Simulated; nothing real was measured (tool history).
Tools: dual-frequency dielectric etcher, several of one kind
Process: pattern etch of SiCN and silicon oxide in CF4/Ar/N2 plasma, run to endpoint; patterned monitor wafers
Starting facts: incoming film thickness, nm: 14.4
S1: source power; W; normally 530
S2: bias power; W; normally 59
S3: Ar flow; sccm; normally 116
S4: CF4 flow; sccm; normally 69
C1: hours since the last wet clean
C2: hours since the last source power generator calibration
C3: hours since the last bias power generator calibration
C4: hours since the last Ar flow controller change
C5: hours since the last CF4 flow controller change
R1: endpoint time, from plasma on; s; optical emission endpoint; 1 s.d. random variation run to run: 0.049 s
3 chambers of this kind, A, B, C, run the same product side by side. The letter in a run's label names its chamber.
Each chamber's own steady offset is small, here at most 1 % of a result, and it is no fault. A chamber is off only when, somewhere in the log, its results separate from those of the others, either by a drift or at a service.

run   hour   S1  S2   S3  S4     C1      C2      C3      C4      C5      R1
 1C    8.8  530  59  116  69  262.2   353.0  1715.6  1654.4  1341.0  15.680
 2B   17.8  530  59  116  69  219.7   256.2   314.6  1563.9  1315.6  15.839
 3A   26.9  530  59  116  69  459.5  3453.7  4308.5  1696.5  3501.3  15.762
 4B   39.9  530  59  116  69  241.8   278.3   336.7  1586.0  1337.7  15.934
 5A   51.3  530  59  116  69  483.9  3478.1  4332.9  1720.9  3525.7  15.768
 6C   59.0  530  59  116  69  312.4   403.2  1765.8  1704.6  1391.2  15.774
 7B   70.7  530  59  116  69  272.6   309.1   367.5  1616.8  1368.5  15.837
 8A   82.6  530  59  116  69  515.2  3509.4  4364.2  1752.2  3557.0  15.709
 9C   92.1  530  59  116  69  345.5   436.3  1798.9  1737.7  1424.3  15.777
10A  100.8  530  59  116  69  533.4  3527.6  4382.4  1770.4  3575.2  15.776
11C  113.0  530  59  116  69  366.4   457.2  1819.8  1758.6  1445.2  15.692
12B  125.4  530  59  116  69  327.3   363.8   422.2  1671.5  1423.2  15.778
13C  133.4  530  59  143  69  386.8   477.6  1840.2  1779.0  1465.6  16.394
14A  146.0  530  59  143  69  578.6  3572.8  4427.6  1815.6  3620.4  16.279
15B  159.3  530  59  143  69  361.2   397.7   456.1  1705.4  1457.1  16.401
16C  167.9  530  59  116  69  421.3   512.1  1874.7  1813.5  1500.1  15.770
     169.0  -- chamber B: wet clean of the chamber
     172.5  -- chamber A: wet clean of the chamber
17B  181.5  530  47  116  60   12.6   419.9   478.3  1727.6  1479.3  17.522
18A  188.1  530  47  116  60   15.6  3614.9  4469.7  1857.7  3662.5  17.437
19C  201.3  530  47  116  60  454.7   545.5  1908.1  1846.9  1533.5  17.378
20A  207.3  530  59  144  58   34.8  3634.1  4488.9  1876.9  3681.7  16.804
21B  218.6  530  59  144  58   49.7   457.0   515.4  1764.7  1516.4  16.934

The same settings go to every chamber for the next run, one line per chamber below. Forecast the results for each:
22A  228.5  530  59  116  69                       ?
22B  228.5  530  59  116  69                       ?
22C  228.5  530  59  116  69                       ?

run      R1
22A  15.765
22B  15.784
22C  15.799
